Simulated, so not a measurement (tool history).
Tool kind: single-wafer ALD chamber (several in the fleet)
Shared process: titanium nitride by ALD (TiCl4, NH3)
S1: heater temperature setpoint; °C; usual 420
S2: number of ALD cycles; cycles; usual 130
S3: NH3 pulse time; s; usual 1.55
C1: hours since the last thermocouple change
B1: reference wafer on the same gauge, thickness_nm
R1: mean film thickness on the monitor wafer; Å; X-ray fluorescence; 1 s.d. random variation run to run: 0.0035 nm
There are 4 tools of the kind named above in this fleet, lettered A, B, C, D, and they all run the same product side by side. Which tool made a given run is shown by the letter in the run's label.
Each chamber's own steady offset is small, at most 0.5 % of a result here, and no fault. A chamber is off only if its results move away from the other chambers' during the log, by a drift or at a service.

Run 1C, hour 3.6: usual settings; C1 1044.5; B1 2.3301. Result: R1 28.852 Å.
Run 2D, hour 9.5: usual settings; C1 1600; B1 2.329. Result: R1 28.673 Å.
Run 3A, hour 15.4: usual settings; C1 751.2; B1 2.3299. Result: R1 28.587 Å.
Run 4B, hour 20.5: usual settings; C1 387.8; B1 2.329. Result: R1 28.661 Å.
Run 5B, hour 25.2: usual settings; C1 392.5; B1 2.3287. Result: R1 28.783 Å.
Run 6A, hour 28.3: usual settings; C1 764.1; B1 2.3285. Result: R1 28.547 Å.
Run 7D, hour 34.8: usual settings; C1 1625.3; B1 2.3284. Result: R1 28.714 Å.
Run 8C, hour 39.6: usual settings but S2 117 cycles, S3 0.95 s; C1 1080.5; B1 2.3278. Result: R1 25.423 Å.
Run 9D, hour 45.4: usual settings but S2 117 cycles, S3 0.95 s; C1 1635.9; B1 2.3274. Result: R1 25.331 Å.
Run 10B, hour 51.5: usual settings but S2 117 cycles, S3 0.95 s; C1 418.8; B1 2.3272. Result: R1 25.332 Å.
Run 11C, hour 58: usual settings but S2 117 cycles, S3 0.95 s; C1 1098.9; B1 2.3261. Result: R1 25.407 Å.
Run 12A, hour 64.9: usual settings; C1 800.7; B1 2.3265. Result: R1 28.52 Å.
Run 13C, hour 70.9: usual settings; C1 1111.8; B1 2.3266. Result: R1 28.81 Å.
Run 14B, hour 76.3: usual settings; C1 443.6; B1 2.3257. Result: R1 28.67 Å.
Run 15A, hour 83.2: usual settings but S3 1.81 s; C1 819; B1 2.326. Result: R1 28.607 Å.
Run 16D, hour 87.8: usual settings but S3 1.81 s; C1 1678.3; B1 2.3251. Result: R1 28.773 Å.
Run 17D, hour 91.4: usual settings but S3 1.81 s; C1 1681.9; B1 2.3257. Result: R1 28.832 Å.
Run 18C, hour 98.1: usual settings but S3 1.81 s; C1 1139; B1 2.3253. Result: R1 28.833 Å.
Run 19A, hour 103.3: usual settings; C1 839.1; B1 2.3249. Result: R1 28.457 Å.
Run 20B, hour 109.2: usual settings; C1 476.5; B1 2.3242. Result: R1 28.705 Å.
Run 21D, hour 115.2: usual settings; C1 1705.7; B1 2.3242. Result: R1 28.638 Å.
Run 22C, hour 119.6: usual settings; C1 1160.5; B1 2.324. Result: R1 28.73 Å.
Run 23A, hour 124: usual settings; C1 859.8; B1 2.3241. Result: R1 28.49 Å.
Run 24B, hour 127.5: usual settings; C1 494.8; B1 2.3233. Result: R1 28.646 Å.
Run 25C, hour 132.4: usual settings; C1 1173.3; B1 2.3235. Result: R1 28.72 Å.
Run 26B, hour 138.6: usual settings but S3 1.81 s; C1 505.9; B1 2.3223. Result: R1 28.805 Å.
Run 27A, hour 143.2: usual settings but S3 1.81 s; C1 879; B1 2.3227. Result: R1 28.651 Å.
Run 28D, hour 149.1: usual settings but S3 1.81 s; C1 1739.6; B1 2.3226. Result: R1 28.744 Å.
Run 29C, hour 155.3: usual settings but S3 1.81 s; C1 1196.2; B1 2.3211. Result: R1 28.81 Å.
Run 30B, hour 161.8: usual settings; C1 529.1; B1 2.3222. Result: R1 28.649 Å.
At hour 163.3: chamber C: thermocouple changed; heater temperature recalibrated.
Run 31A, hour 165.4: usual settings but S1 432 °C, S3 2.13 s; C1 901.2; B1 2.3214. Result: R1 28.752 Å.
Run 32D, hour 172.2: usual settings but S1 432 °C, S3 2.13 s; C1 1762.7; B1 2.3211. Result: R1 28.942 Å.
Run 33B, hour 179: usual settings but S1 432 °C, S3 2.13 s; C1 546.3; B1 2.3206. Result: R1 28.913 Å.
Run 34D, hour 185.7: usual settings but S1 432 °C, S3 2.13 s; C1 1776.2; B1 2.3202. Result: R1 29.019 Å.
Run 35A, hour 190.9: usual settings; C1 926.7; B1 2.3198. Result: R1 28.376 Å.
Run 36C, hour 195.3: usual settings; C1 32; B1 2.3192. Result: R1 28.618 Å.
Run 37D, hour 199.9: usual settings; C1 1790.4; B1 2.3193. Result: R1 28.587 Å.
Run 38B, hour 206.6: usual settings; C1 573.9; B1 2.3191. Result: R1 28.63 Å.
Run 39C, hour 211.1: usual settings; C1 47.8; B1 2.3196. Result: R1 28.656 Å.
Run 40A, hour 215: usual settings; C1 950.8; B1 2.3189. Result: R1 28.366 Å.
Run 41A, hour 218: usual settings but S1 412 °C, S3 2.01 s; C1 953.8; B1 2.3184. Result: R1 28.51 Å.
Run 42C, hour 222.8: usual settings but S1 412 °C, S3 2.01 s; C1 59.5; B1 2.3183. Result: R1 28.819 Å.

Is one chamber out of step, is the gauge drifting, or do the chambers differ by no more than their own small offsets? For an off chamber, give its letter and the likeliest cause.

It is the gauge, not a chamber: its drift shows up in every chamber's results at once, and no chamber is off.
Cause: gauge reads low (%) = 0.506.

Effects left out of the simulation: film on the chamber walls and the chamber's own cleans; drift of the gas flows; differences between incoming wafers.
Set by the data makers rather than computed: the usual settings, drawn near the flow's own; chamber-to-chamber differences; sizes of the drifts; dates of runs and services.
